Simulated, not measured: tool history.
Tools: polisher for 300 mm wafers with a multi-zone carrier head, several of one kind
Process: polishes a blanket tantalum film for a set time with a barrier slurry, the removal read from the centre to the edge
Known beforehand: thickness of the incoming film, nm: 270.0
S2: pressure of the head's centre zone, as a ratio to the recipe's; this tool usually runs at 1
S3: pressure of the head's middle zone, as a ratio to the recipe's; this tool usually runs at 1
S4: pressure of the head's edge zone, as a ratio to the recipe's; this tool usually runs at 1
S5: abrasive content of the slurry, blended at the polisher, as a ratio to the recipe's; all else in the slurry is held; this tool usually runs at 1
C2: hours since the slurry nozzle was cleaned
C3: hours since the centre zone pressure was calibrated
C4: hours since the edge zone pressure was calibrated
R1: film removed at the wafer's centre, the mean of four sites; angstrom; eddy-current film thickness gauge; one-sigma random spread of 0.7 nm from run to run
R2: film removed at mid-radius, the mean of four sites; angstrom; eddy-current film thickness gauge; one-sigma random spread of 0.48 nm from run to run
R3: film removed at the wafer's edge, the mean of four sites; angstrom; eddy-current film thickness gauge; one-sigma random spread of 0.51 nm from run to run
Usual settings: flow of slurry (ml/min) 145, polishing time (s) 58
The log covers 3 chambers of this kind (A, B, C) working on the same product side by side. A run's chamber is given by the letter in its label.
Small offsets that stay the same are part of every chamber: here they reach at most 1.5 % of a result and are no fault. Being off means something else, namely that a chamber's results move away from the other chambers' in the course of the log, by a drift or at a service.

-- hour=2.7 chamber A: edge zone pressure recalibrated
run 1A hour=7.9 | flow_of_slurry_(ml/min)=145 S2=1 S3=1 S4=1 S5=1 polishing_time_(s)=58 | wafers_polished_on_this_pad=321 C2=49 C3=278 C4=5.3 | R1=666.18 R2=667.57 R3=674.66
-- hour=12.4 chamber C: worn pad replaced by a new one
run 2B hour=13.5 | flow_of_slurry_(ml/min)=145 S2=1 S3=1 S4=1 S5=1 polishing_time_(s)=58 | wafers_polished_on_this_pad=471 C2=543.8 C3=104.5 C4=122 | R1=661.71 R2=677.32 R3=673.63
run 3C hour=21.2 | flow_of_slurry_(ml/min)=145 S2=1 S3=1 S4=1 S5=1 polishing_time_(s)=58 | wafers_polished_on_this_pad=64 C2=156.9 C3=532.9 C4=78.7 | R1=661.63 R2=673.91 R3=680.29
run 4A hour=29.4 | flow_of_slurry_(ml/min)=145 S2=1 S3=1 S4=1 S5=1 polishing_time_(s)=58 | wafers_polished_on_this_pad=478 C2=70.5 C3=299.5 C4=26.8 | R1=656.84 R2=672 R3=663.14
-- hour=33.6 chamber B: slurry nozzle cleaned
run 5B hour=35.9 | flow_of_slurry_(ml/min)=145 S2=1 S3=1 S4=1 S5=1 polishing_time_(s)=58 | wafers_polished_on_this_pad=634 C2=2.3 C3=126.9 C4=144.4 | R1=663.99 R2=673.07 R3=677.97
run 6C hour=40.7 | flow_of_slurry_(ml/min)=145 S2=1 S3=1 S4=1 S5=1 polishing_time_(s)=58 | wafers_polished_on_this_pad=206 C2=176.4 C3=552.4 C4=98.2 | R1=664.65 R2=672.01 R3=670.97
-- hour=42.4 chamber A: centre zone pressure recalibrated
run 7A hour=47.6 | flow_of_slurry_(ml/min)=145 S2=1 S3=1 S4=1 S5=1 polishing_time_(s)=58 | wafers_polished_on_this_pad=611 C2=88.7 C3=5.2 C4=45 | R1=665.4 R2=674.81 R3=665.09
run 8B hour=53.7 | flow_of_slurry_(ml/min)=145 S2=1 S3=1 S4=1 S5=1 polishing_time_(s)=58 | wafers_polished_on_this_pad=764 C2=20.1 C3=144.7 C4=162.2 | R1=675.14 R2=682.11 R3=676.07
run 9C hour=59.3 | flow_of_slurry_(ml/min)=145 S2=1 S3=1 S4=1 S5=1 polishing_time_(s)=58 | wafers_polished_on_this_pad=342 C2=195 C3=571 C4=116.8 | R1=658.78 R2=668.45 R3=684.3
run 10C hour=68.1 | flow_of_slurry_(ml/min)=145 S2=1 S3=1 S4=1 S5=1 polishing_time_(s)=58 | wafers_polished_on_this_pad=406 C2=203.8 C3=579.8 C4=125.6 | R1=668.27 R2=673.08 R3=682.63
run 11A hour=75.5 | flow_of_slurry_(ml/min)=145 S2=1 S3=1 S4=1 S5=1 polishing_time_(s)=58 | wafers_polished_on_this_pad=814 C2=116.6 C3=33.1 C4=72.9 | R1=665.22 R2=671.22 R3=665.27
-- hour=78 chamber B: worn pad replaced by a new one
-- hour=81.9 chamber C: centre zone pressure recalibrated
run 12B hour=82.1 | flow_of_slurry_(ml/min)=145 S2=1 S3=1 S4=1 S5=1 polishing_time_(s)=58 | wafers_polished_on_this_pad=30 C2=48.5 C3=173.1 C4=190.6 | R1=674.37 R2=676.47 R3=683.63
run 13B hour=86.3 | flow_of_slurry_(ml/min)=145 S2=1 S3=1 S4=1 S5=1 polishing_time_(s)=58 | wafers_polished_on_this_pad=61 C2=52.7 C3=177.3 C4=194.8 | R1=665.21 R2=668.22 R3=675.99
run 14A hour=94 | flow_of_slurry_(ml/min)=145 S2=1 S3=1 S4=1 S5=1 polishing_time_(s)=58 | wafers_polished_on_this_pad=949 C2=135.1 C3=51.6 C4=91.4 | R1=656.53 R2=665.19 R3=676.03
-- hour=96.4 chamber C: worn pad replaced by a new one
run 15C hour=102.8 | flow_of_slurry_(ml/min)=145 S2=1 S3=1 S4=1 S5=1 polishing_time_(s)=58 | wafers_polished_on_this_pad=46 C2=238.5 C3=20.9 C4=160.3 | R1=668.94 R2=677.78 R3=680.24
run 16A hour=107.7 | flow_of_slurry_(ml/min)=145 S2=1 S3=1 S4=1 S5=1 polishing_time_(s)=58 | wafers_polished_on_this_pad=1049 C2=148.8 C3=65.3 C4=105.1 | R1=669.74 R2=667.79 R3=670.3
run 17B hour=114.1 | flow_of_slurry_(ml/min)=145 S2=1 S3=1 S4=1 S5=1 polishing_time_(s)=58 | wafers_polished_on_this_pad=263 C2=80.5 C3=205.1 C4=222.6 | R1=669.09 R2=663.71 R3=687.84
run 18C hour=121.4 | flow_of_slurry_(ml/min)=145 S2=1.05 S3=1 S4=0.9 S5=1 polishing_time_(s)=58 | wafers_polished_on_this_pad=182 C2=257.1 C3=39.5 C4=178.9 | R1=699.32 R2=674.92 R3=641.8
run 19C hour=125.5 | flow_of_slurry_(ml/min)=145 S2=1.05 S3=1 S4=0.9 S5=1 polishing_time_(s)=58 | wafers_polished_on_this_pad=212 C2=261.2 C3=43.6 C4=183 | R1=691.22 R2=678.29 R3=645.99
run 20A hour=132 | flow_of_slurry_(ml/min)=145 S2=1.05 S3=1 S4=0.9 S5=1 polishing_time_(s)=58 | wafers_polished_on_this_pad=1226 C2=173.1 C3=89.6 C4=129.4 | R1=674.69 R2=653.54 R3=625
run 21B hour=141.3 | flow_of_slurry_(ml/min)=145 S2=1 S3=1 S4=1 S5=1 polishing_time_(s)=58 | wafers_polished_on_this_pad=462 C2=107.7 C3=232.3 C4=249.8 | R1=663.16 R2=671.93 R3=675.22
run 22C hour=150.3 | flow_of_slurry_(ml/min)=145 S2=1 S3=1 S4=1 S5=1 polishing_time_(s)=58 | wafers_polished_on_this_pad=393 C2=286 C3=68.4 C4=207.8 | R1=652.23 R2=669.01 R3=674.41
run 23A hour=155.1 | flow_of_slurry_(ml/min)=145 S2=1 S3=1 S4=1 S5=1 polishing_time_(s)=58 | wafers_polished_on_this_pad=1394 C2=196.2 C3=112.7 C4=152.5 | R1=649.13 R2=652.08 R3=649.26
run 24B hour=164.5 | flow_of_slurry_(ml/min)=145 S2=1 S3=1 S4=1.06 S5=1 polishing_time_(s)=58 | wafers_polished_on_this_pad=631 C2=130.9 C3=255.5 C4=273 | R1=662.96 R2=670.03 R3=699.39
run 25B hour=169.4 | flow_of_slurry_(ml/min)=145 S2=1 S3=1 S4=1.06 S5=1 polishing_time_(s)=58 | wafers_polished_on_this_pad=667 C2=135.8 C3=260.4 C4=277.9 | R1=670.79 R2=681.83 R3=694.6
run 26A hour=175.9 | flow_of_slurry_(ml/min)=145 S2=1 S3=1 S4=1.06 S5=1 polishing_time_(s)=58 | wafers_polished_on_this_pad=1546 C2=217 C3=133.5 C4=173.3 | R1=641.75 R2=645.13 R3=667.61
-- hour=181.2 chamber B: worn pad replaced by a new one
run 27C hour=182 | flow_of_slurry_(ml/min)=145 S2=1 S3=1 S4=1 S5=1 polishing_time_(s)=58 | wafers_polished_on_this_pad=624 C2=317.7 C3=100.1 C4=239.5 | R1=664.68 R2=665.86 R3=683.66
run 28B hour=186.1 | flow_of_slurry_(ml/min)=145 S2=1 S3=1 S4=1 S5=1 polishing_time_(s)=58 | wafers_polished_on_this_pad=35 C2=152.5 C3=277.1 C4=294.6 | R1=661.08 R2=677.3 R3=675.19
run 29C hour=192.4 | flow_of_slurry_(ml/min)=145 S2=1 S3=1.12 S4=1 S5=1.2 polishing_time_(s)=58 | wafers_polished_on_this_pad=699 C2=328.1 C3=110.5 C4=249.9 | R1=704.09 R2=784.6 R3=711.92
-- hour=201 chamber C: worn pad replaced by a new one
run 30A hour=201.6 | flow_of_slurry_(ml/min)=145 S2=1 S3=1.12 S4=1 S5=1.2 polishing_time_(s)=58 | wafers_polished_on_this_pad=1733 C2=242.7 C3=159.2 C4=199 | R1=662.37 R2=748.45 R3=664.12
run 31C hour=210.1 | flow_of_slurry_(ml/min)=145 S2=1 S3=1.12 S4=1 S5=1.2 polishing_time_(s)=58 | wafers_polished_on_this_pad=66 C2=345.8 C3=128.2 C4=267.6 | R1=692.59 R2=784.37 R3=701.27
run 32A hour=218.5 | flow_of_slurry_(ml/min)=145 S2=1 S3=1 S4=1 S5=1 polishing_time_(s)=58 | wafers_polished_on_this_pad=1857 C2=259.6 C3=176.1 C4=215.9 | R1=624.54 R2=628.43 R3=624.35
run 33B hour=224.7 | flow_of_slurry_(ml/min)=145 S2=1 S3=1 S4=1 S5=1 polishing_time_(s)=58 | wafers_polished_on_this_pad=317 C2=191.1 C3=315.7 C4=333.2 | R1=666.31 R2=669.24 R3=663.15
run 34B hour=233.2 | flow_of_slurry_(ml/min)=145 S2=1 S3=1 S4=1 S5=1 polishing_time_(s)=58 | wafers_polished_on_this_pad=379 C2=199.6 C3=324.2 C4=341.7 | R1=669.04 R2=674.43 R3=669.92
run 35C hour=242.4 | flow_of_slurry_(ml/min)=145 S2=1 S3=1 S4=1 S5=1 polishing_time_(s)=58 | wafers_polished_on_this_pad=302 C2=378.1 C3=160.5 C4=299.9 | R1=667.69 R2=670.46 R3=685.77
run 36A hour=250.5 | flow_of_slurry_(ml/min)=145 S2=1 S3=1 S4=1 S5=1 polishing_time_(s)=58 | wafers_polished_on_this_pad=2090 C2=291.6 C3=208.1 C4=247.9 | R1=615.01 R2=620.43 R3=617.54
run 37B hour=258.5 | flow_of_slurry_(ml/min)=145 S2=1 S3=1 S4=1 S5=1 polishing_time_(s)=58 | wafers_polished_on_this_pad=563 C2=224.9 C3=349.5 C4=367 | R1=670.41 R2=679.65 R3=678.05
run 38A hour=265.2 | flow_of_slurry_(ml/min)=145 S2=0.96 S3=1 S4=1 S5=1 polishing_time_(s)=47 | wafers_polished_on_this_pad=2197 C2=306.3 C3=222.8 C4=262.6 | R1=479.49 R2=504.8 R3=499.85

Which is it: a chamber that has drifted or been left off by a service, a gauge drift common to all chambers, or only each chamber's usual small offset? If a chamber is off, name it and its likeliest cause.

Chamber A drifts away from the others.
Most likely cause: removal rate lost through wear of the pad, % = 7.62.
The log might look much the same if the cause were instead: slurry flow missing at the pad, %.

Here are 4 candidates for chamber A's next run, each the usual settings with a change, their results left as question marks. Which one brings its results back in line with what the others give on the usual settings?
Maximum distance from the other chambers' mean on the usual settings for a result to count as in line: R1 25 angstrom; R2 17 angstrom; R3 18 angstrom
run 39A-1 hour=272 | flow_of_slurry_(ml/min)=145 S2=0.99 S3=1 S4=1.01 S5=1 polishing_time_(s)=63 | R1=? R2=? R3=?
run 39A-2 hour=272 | flow_of_slurry_(ml/min)=145 S2=1.01 S3=1 S4=0.99 S5=1 polishing_time_(s)=53 | R1=? R2=? R3=?
run 39A-3 hour=272 | flow_of_slurry_(ml/min)=145 S2=1 S3=1 S4=1 S5=1 polishing_time_(s)=56 | R1=? R2=? R3=?
run 39A-4 hour=272 | flow_of_slurry_(ml/min)=145 S2=1 S3=1 S4=1 S5=1 polishing_time_(s)=60 | R1=? R2=? R3=?

The mean the other chambers reach with the usual settings: R1 666.22 angstrom; R2 672.36 angstrom; R3 676.98 angstrom
run=39A-1 R1=661.43 R2=670.08 R3=675.24
run=39A-2 R1=568.58 R2=563.67 R3=562.17
run=39A-3 R1=594.35 R2=595.6 R3=597.11
run=39A-4 R1=636.8 R2=638.14 R3=639.76
39A-1 is the one that brings the chamber's results back in line with the other chambers.
